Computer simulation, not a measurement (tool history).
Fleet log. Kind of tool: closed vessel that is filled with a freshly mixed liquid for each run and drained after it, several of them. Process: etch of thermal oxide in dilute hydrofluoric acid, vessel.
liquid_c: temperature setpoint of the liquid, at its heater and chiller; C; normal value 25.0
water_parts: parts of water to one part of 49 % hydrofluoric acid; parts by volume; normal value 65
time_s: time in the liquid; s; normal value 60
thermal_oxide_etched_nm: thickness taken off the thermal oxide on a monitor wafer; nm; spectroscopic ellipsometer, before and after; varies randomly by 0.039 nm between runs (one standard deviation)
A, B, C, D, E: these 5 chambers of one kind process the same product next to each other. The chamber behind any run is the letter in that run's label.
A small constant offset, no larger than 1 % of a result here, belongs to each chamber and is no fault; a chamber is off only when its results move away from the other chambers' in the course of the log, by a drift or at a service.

run	day	liquid_c	water_parts	time_s	hours since the thermometer was replaced	hours since the hydrofluoric acid flow meter was replaced	read-back film thickness of the thermal oxide reference wafer, read on the same gauge (nm)	thermal_oxide_etched_nm
1A	0.225	25.0	65	60	60.8	714.2	39.984	4.8236
2B	0.396	25.0	65	60	914.8	470.5	40.004	4.8815
# day 0.462: chamber D: thermometer replaced
3C	0.700	25.0	65	60	994.7	1187.5	39.978	4.8346
4D	1.025	25.0	65	60	13.6	329.9	39.982	4.9116
5E	1.383	25.0	65	60	658.4	795.9	40.002	4.8223
# day 1.417: chamber A: hydrofluoric acid flow meter replaced
6A	1.579	25.0	65	60	93.3	3.9	40.003	4.8554
7D	1.858	25.0	65	60	33.6	349.9	39.984	4.7770
8C	2.042	25.0	65	60	1026.9	1219.7	40.028	4.8042
9E	2.217	25.0	65	60	678.4	815.9	39.979	4.7926
10B	2.592	25.0	65	60	967.5	523.2	40.000	4.7966
11A	2.917	25.0	65	60	125.4	36.0	39.987	4.9006
12C	3.112	25.0	65	60	1052.6	1245.4	39.987	4.7613
13B	3.300	25.0	65	60	984.5	540.2	40.008	4.7848
14E	3.667	25.0	65	60	713.2	850.7	39.986	4.7709
15D	3.921	25.0	65	60	83.1	399.4	39.974	4.7709
16C	4.262	25.0	65	60	1080.2	1273.0	40.008	4.7876
17D	4.454	25.0	65	60	95.9	412.2	39.998	4.8810
18E	4.758	25.0	65	60	739.4	876.9	40.029	4.8180
19B	5.071	25.0	65	60	1027.0	582.7	39.993	4.7128
20A	5.412	25.0	65	60	185.3	95.9	40.015	4.8807
21E	5.796	25.0	65	60	764.3	901.8	39.988	4.8079
22A	5.979	25.0	65	60	198.9	109.5	40.004	4.7954
23D	6.208	25.0	65	60	138.0	454.3	40.011	4.8927
24B	6.438	25.0	65	60	1059.8	615.5	40.006	4.6149
25C	6.712	25.0	65	60	1139.0	1331.8	39.999	4.8324
26B	6.967	29.0	85	60	1072.5	628.2	40.010	3.9898
27D	7.142	29.0	85	60	160.4	476.7	39.981	4.1797
28A	7.429	29.0	85	60	233.7	144.3	40.000	4.2316
29E	7.750	29.0	85	60	811.2	948.7	39.983	4.1705
30C	8.046	29.0	85	60	1171.0	1363.8	40.001	4.1634
31A	8.275	25.0	65	60	254.0	164.6	39.999	4.8233
32C	8.542	25.0	65	60	1182.9	1375.7	40.019	4.7122
33B	8.892	20.5	65	60	1118.7	674.4	39.985	3.7415
34E	9.267	20.5	65	60	847.6	985.1	39.988	3.9995

What goes on in this fleet: one chamber off, a drifting gauge, or nothing beyond the chambers' own small offsets? Name the chamber and the cause, if any.

Chamber B drifts away from the others.
What lies behind it: hydrofluoric acid flow below the setpoint (%) = 6.29.
With only this log, it may be confused with: liquid colder than its thermometer reads (K).

Chamber B could run next with any of the 4 candidate recipes listed below; each alters the usual settings, and their results appear as question marks. Which one brings its results back in line with what the other chambers deliver on the usual settings?
In-line tolerance around the mean of the other chambers on the usual settings: thermal_oxide_etched_nm 0.1400 nm
35B-1	9.538	25.5	65	60				?
35B-2	9.538	25.0	60	60				?
35B-3	9.538	23.0	65	60				?
35B-4	9.538	24.5	65	60				?

Average result of the remaining chambers running the usual settings: thermal_oxide_etched_nm 4.8236 nm
run	thermal_oxide_etched_nm
35B-1	4.5701
35B-2	4.8869
35B-3	4.1372
35B-4	4.3936
Change 35B-2 lands the chamber within the allowed miss of the other chambers.

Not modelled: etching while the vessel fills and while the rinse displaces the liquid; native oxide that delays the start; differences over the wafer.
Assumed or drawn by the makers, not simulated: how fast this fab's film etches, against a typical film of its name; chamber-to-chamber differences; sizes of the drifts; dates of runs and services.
